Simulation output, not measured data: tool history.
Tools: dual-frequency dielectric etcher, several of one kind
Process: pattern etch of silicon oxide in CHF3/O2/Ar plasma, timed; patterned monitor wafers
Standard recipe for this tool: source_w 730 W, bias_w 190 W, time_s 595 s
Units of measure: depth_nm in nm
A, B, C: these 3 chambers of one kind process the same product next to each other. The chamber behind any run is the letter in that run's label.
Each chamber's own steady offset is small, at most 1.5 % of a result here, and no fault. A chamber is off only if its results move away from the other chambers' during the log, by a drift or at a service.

| run | day | source_w | bias_w | time_s | read-back reference wafer on the same gauge, depth_nm | depth_nm |
|---|---|---|---|---|---|---|
| 1A | 0.4 | 730 | 190 | 595 | 1389.6 | 1320.4 |
| 2C | 0.846 | 730 | 190 | 595 | 1388.2 | 1301.9 |
| 3B | 1.321 | 730 | 190 | 595 | 1392.1 | 1300.7 |
| 4C | 1.679 | 730 | 190 | 595 | 1389.8 | 1273.6 |
|  | 2.221 | chamber B: wet clean of the chamber |
| 5A | 2.246 | 650 | 190 | 479.5 | 1389.2 | 1009.5 |
|  | 2.629 | chamber C: wet clean of the chamber |
| 6B | 2.775 | 650 | 190 | 479.5 | 1389.8 | 986.68 |
| 7C | 3.083 | 650 | 190 | 479.5 | 1390.7 | 992.34 |
| 8A | 3.412 | 730 | 190 | 595 | 1389.5 | 1311.2 |
| 9B | 3.767 | 730 | 190 | 595 | 1391 | 1290.5 |
| 10C | 4.121 | 730 | 190 | 595 | 1389.7 | 1290.7 |
| 11B | 4.721 | 730 | 190 | 595 | 1388.8 | 1290.4 |
| 12A | 5.067 | 730 | 226 | 503.5 | 1390.1 | 1176.5 |
| 13B | 5.604 | 730 | 226 | 503.5 | 1390.4 | 1152 |
| 14C | 5.979 | 730 | 226 | 503.5 | 1390.4 | 1159.2 |
| 15A | 6.471 | 730 | 190 | 595 | 1391.3 | 1306.4 |
| 16A | 6.933 | 880 | 190 | 595 | 1388.4 | 1421.8 |
| 17C | 7.558 | 880 | 190 | 595 | 1389 | 1394 |
| 18B | 7.879 | 880 | 190 | 595 | 1390.5 | 1378.5 |
| 19A | 8.421 | 730 | 190 | 595 | 1388.9 | 1306.2 |
| 20B | 8.929 | 730 | 190 | 595 | 1390.1 | 1275.4 |
| 21C | 9.321 | 730 | 190 | 595 | 1389.7 | 1296.2 |
| 22B | 9.808 | 730 | 190 | 595 | 1389.9 | 1285.8 |
| 23A | 10.4 | 730 | 190 | 595 | 1390.3 | 1309.7 |
| 24C | 10.808 | 730 | 190 | 595 | 1389.9 | 1296.8 |
| 25B | 11.167 | 730 | 158 | 595 | 1391 | 1210.3 |
| 26A | 11.488 | 730 | 158 | 595 | 1390.9 | 1234 |
| 27C | 11.929 | 730 | 158 | 595 | 1388.2 | 1212.4 |
| 28A | 12.433 | 730 | 211 | 507.5 | 1390.1 | 1167.1 |
| 29C | 12.738 | 730 | 211 | 507.5 | 1391.5 | 1139.3 |
| 30B | 13.142 | 730 | 211 | 507.5 | 1391.8 | 1139.9 |
| 31A | 13.525 | 730 | 190 | 595 | 1391 | 1320.2 |
| 32C | 14.183 | 730 | 190 | 595 | 1391.3 | 1290.8 |
| 33B | 14.508 | 730 | 190 | 595 | 1389.6 | 1271.3 |
| 34C | 14.867 | 730 | 190 | 595 | 1389.9 | 1296 |
| 35B | 15.521 | 730 | 190 | 595 | 1389.5 | 1286.6 |
| 36A | 16.038 | 730 | 190 | 595 | 1389.9 | 1315.2 |

Read the log: is a single chamber off, either drifting away or since a service, is the gauge that measures every chamber drifting, or is nothing wrong beyond small per-chamber offsets? Name any odd chamber and what most likely caused it.

Nothing is wrong: each chamber keeps only its own small, steady offset and the gauge holds still.
